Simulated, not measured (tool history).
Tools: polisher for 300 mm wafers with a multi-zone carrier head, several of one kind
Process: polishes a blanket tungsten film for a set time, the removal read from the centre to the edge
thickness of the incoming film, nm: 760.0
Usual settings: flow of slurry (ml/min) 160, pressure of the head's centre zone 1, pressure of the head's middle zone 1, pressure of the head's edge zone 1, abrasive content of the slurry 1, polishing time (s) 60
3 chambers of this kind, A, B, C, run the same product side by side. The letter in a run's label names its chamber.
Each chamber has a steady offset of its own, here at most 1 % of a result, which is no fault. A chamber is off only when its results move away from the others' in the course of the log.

run,hour,flow of slurry (ml/min),pressure of the head's centre zone,pressure of the head's middle zone,pressure of the head's edge zone,abrasive content of the slurry,polishing time (s),wafers polished on this pad,hours since the slurry nozzle was cleaned,hours since the centre zone pressure was calibrated,hours since the edge zone pressure was calibrated,film removed at the wafer's centre (Å),film removed at mid-radius (Å),film removed at the wafer's edge (Å)
1A,6.2,160,1,1,1,1,60,661,170.8,129.3,207.8,2219.4,2259.4,2245.2
# hour 10.1: chamber C: worn pad replaced by a new one
2C,12,160,1,1,1,1,60,16,471,386.4,1221.3,2294.1,2243.5,2279.1
3B,18.8,160,1,1,1,1,60,663,292.3,441.4,336,2315.2,2295.3,2277.1
# hour 23.8: chamber B: centre zone pressure recalibrated
4C,25.1,160,1,1,1,1,60,127,484.1,399.5,1234.4,2270.5,2242.3,2264
# hour 32: chamber B: worn pad replaced by a new one
5A,33.3,160,1,1,1,1,60,890,197.9,156.4,234.9,2275.5,2227.6,2245.5
6B,39.5,160,1,1.04,1,1,60,64,313,15.8,356.7,2301.6,2349.4,2265.2
7B,48.1,160,1,1.04,1,1,60,136,321.6,24.4,365.3,2333.8,2326.6,2294.8
8A,52.6,160,1,1.04,1,1,60,1053,217.2,175.7,254.2,2229.1,2327.2,2232.7
9C,56.7,160,1,1,1,1,60,394,515.7,431.1,1266,2253.6,2243,2304.2
10A,63.2,160,1,1,1,1,60,1143,227.8,186.3,264.8,2222,2252.5,2228.7
11B,70,160,1,1,1,1,60,322,343.5,46.3,387.2,2273.7,2307.3,2293.5
# hour 72.1: chamber C: worn pad replaced by a new one
12C,74.6,160,1,1,1,1,60,21,533.6,449,1283.9,2309.2,2261.8,2275.9
13C,81.4,160,1,1,1,1,60,79,540.4,455.8,1290.7,2266.5,2255.6,2294.6
14B,86.2,160,1,1,1,1,60,459,359.7,62.5,403.4,2283.4,2238.4,2280.4
15A,94.3,160,1,1.1,1,1,60,1406,258.9,217.4,295.9,2230.8,2437.4,2212
16A,100.2,160,1,1.1,1,1,60,1456,264.8,223.3,301.8,2174.1,2423.7,2178.2
17B,106.9,160,1,1.1,1,1,60,634,380.4,83.2,424.1,2273.3,2511.6,2287.9
18C,111.5,160,1,1,1,1,60,333,570.5,485.9,1320.8,2281.3,2264.3,2271.8
19B,118.6,160,1,1,1,1,60,732,392.1,94.9,435.8,2309.5,2302.1,2292.4
20C,127,160,1,1,1,1,60,465,586,501.4,1336.3,2242.1,2227.3,2282.4
21A,131.3,160,1,1,1,1,60,1718,295.9,254.4,332.9,2157.4,2147.1,2144.3
# hour 133.2: chamber C: worn pad replaced by a new one
22A,135.4,160,1,1,1,1,60,1753,300,258.5,337,2169.9,2118.7,2159.1
23B,142,160,1,1,1,1,60,930,415.5,118.3,459.2,2278.3,2284.5,2288.1
# hour 146.1: chamber B: worn pad replaced by a new one
24C,147.8,160,1,1,1,1,60,123,606.8,522.2,1357.1,2275.3,2247.1,2258.4
25B,156.1,160,1,1,1,1,60,85,429.6,132.4,473.3,2290.3,2298.9,2271.3
26C,162.4,160,1,1,0.92,1,60,247,621.4,536.8,1371.7,2270.5,2242.2,2168.1
27A,170.3,160,1,1,0.92,1,60,2048,334.9,293.4,371.9,2080.3,2093.1,2022
28C,176.4,160,1,1,0.92,1,60,365,635.4,550.8,1385.7,2292.8,2267.4,2183

What goes on in this fleet: one chamber off, a drifting gauge, or nothing beyond the chambers' own small offsets? Name the chamber and the cause, if any.

Chamber A drifts away from the others.
Cause: removal rate lost through wear of the pad, % = 7.29.
The log may not tell that from: slurry flow missing at the pad, %.

Here are 4 candidates for chamber A's next run, each the usual settings with a change, their results left as question marks. Which one brings its results back in line with what the others give on the usual settings?
In line means no further than this from the other chambers' mean on the usual settings: film removed at the wafer's centre (Å) 97; film removed at mid-radius (Å) 76; film removed at the wafer's edge (Å) 53
29A-1,182.6,160,1,1,1,1,57,,,,,?,?,?
29A-2,182.6,160,1,0.99,1.01,1,65,,,,,?,?,?
29A-3,182.6,160,1,0.99,1.01,1,63,,,,,?,?,?
29A-4,182.6,160,1,1.01,0.99,1,55,,,,,?,?,?

The other chambers' mean on the usual settings: film removed at the wafer's centre (Å) 2278.8; film removed at mid-radius (Å) 2265.8; film removed at the wafer's edge (Å) 2274.3
run,film removed at the wafer's centre (Å),film removed at mid-radius (Å),film removed at the wafer's edge (Å)
29A-1,1987.2,1997.4,1986.5
29A-2,2265.9,2257,2277.6
29A-3,2196.2,2187.6,2207.5
29A-4,1917.6,1944.8,1906.4
29A-2 brings the chamber back in line.
